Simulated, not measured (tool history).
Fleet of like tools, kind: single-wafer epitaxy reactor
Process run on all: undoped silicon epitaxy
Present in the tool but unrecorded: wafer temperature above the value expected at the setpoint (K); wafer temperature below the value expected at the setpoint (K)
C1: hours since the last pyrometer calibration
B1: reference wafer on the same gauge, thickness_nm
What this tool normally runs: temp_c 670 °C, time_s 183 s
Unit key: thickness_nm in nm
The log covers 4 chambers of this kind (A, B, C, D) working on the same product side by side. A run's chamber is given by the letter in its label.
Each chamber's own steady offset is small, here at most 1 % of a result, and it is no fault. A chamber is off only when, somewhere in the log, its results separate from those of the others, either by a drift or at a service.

run 1B hour=7.1 | temp_c=670 time_s=183 | C1=2000.5 | B1=55.203 | thickness_nm=46.831
run 2C hour=16.4 | temp_c=670 time_s=183 | C1=2037.5 | B1=55.194 | thickness_nm=47.224
run 3D hour=27.5 | temp_c=670 time_s=183 | C1=2940.9 | B1=55.205 | thickness_nm=47.059
run 4A hour=35.6 | temp_c=670 time_s=183 | C1=94.4 | B1=55.182 | thickness_nm=46.823
run 5C hour=44.5 | temp_c=670 time_s=183 | C1=2065.6 | B1=55.184 | thickness_nm=47.299
run 6A hour=52.1 | temp_c=670 time_s=183 | C1=110.9 | B1=55.17 | thickness_nm=46.969
run 7D hour=63.8 | temp_c=670 time_s=183 | C1=2977.2 | B1=55.162 | thickness_nm=47.041
run 8B hour=74.5 | temp_c=670 time_s=183 | C1=2067.9 | B1=55.215 | thickness_nm=46.762
run 9D hour=80.8 | temp_c=670 time_s=183 | C1=2994.2 | B1=55.189 | thickness_nm=47.174
run 10A hour=89.7 | temp_c=659 time_s=183 | C1=148.5 | B1=55.169 | thickness_nm=37.186
run 11B hour=99.1 | temp_c=659 time_s=183 | C1=2092.5 | B1=55.163 | thickness_nm=37.011
-- hour=109.3 chamber D: pyrometer calibrated
run 12C hour=112.7 | temp_c=659 time_s=183 | C1=2133.8 | B1=55.223 | thickness_nm=37.464
run 13D hour=122 | temp_c=659 time_s=183 | C1=12.8 | B1=55.232 | thickness_nm=36.506
run 14C hour=132.8 | temp_c=661 time_s=159 | C1=2153.9 | B1=55.162 | thickness_nm=33.976
run 15B hour=140.7 | temp_c=661 time_s=159 | C1=2134.1 | B1=55.202 | thickness_nm=33.716
run 16A hour=149.1 | temp_c=661 time_s=159 | C1=207.9 | B1=55.181 | thickness_nm=33.928
run 17D hour=157 | temp_c=661 time_s=159 | C1=47.8 | B1=55.16 | thickness_nm=33.134
run 18C hour=164.2 | temp_c=670 time_s=183 | C1=2185.3 | B1=55.17 | thickness_nm=47.038
run 19B hour=176.8 | temp_c=670 time_s=183 | C1=2170.2 | B1=55.203 | thickness_nm=46.664
run 20A hour=188 | temp_c=670 time_s=183 | C1=246.8 | B1=55.192 | thickness_nm=46.673
-- hour=192.8 chamber B: pyrometer calibrated
run 21D hour=201.2 | temp_c=670 time_s=183 | C1=92 | B1=55.189 | thickness_nm=45.825
run 22B hour=214.1 | temp_c=670 time_s=183 | C1=21.4 | B1=55.184 | thickness_nm=46.563
run 23C hour=222.6 | temp_c=670 time_s=183 | C1=2243.7 | B1=55.206 | thickness_nm=47.216
run 24A hour=229.7 | temp_c=670 time_s=183 | C1=288.5 | B1=55.172 | thickness_nm=46.889

Each of the 4 chambers runs these same settings next. Fill in every chamber's results:
run 25A hour=239.4 | temp_c=666 time_s=183 | thickness_nm=?
run 25B hour=239.4 | temp_c=666 time_s=183 | thickness_nm=?
run 25C hour=239.4 | temp_c=666 time_s=183 | thickness_nm=?
run 25D hour=239.4 | temp_c=666 time_s=183 | thickness_nm=?

run=25A thickness_nm=43.2
run=25B thickness_nm=43.078
run=25C thickness_nm=43.371
run=25D thickness_nm=42.511
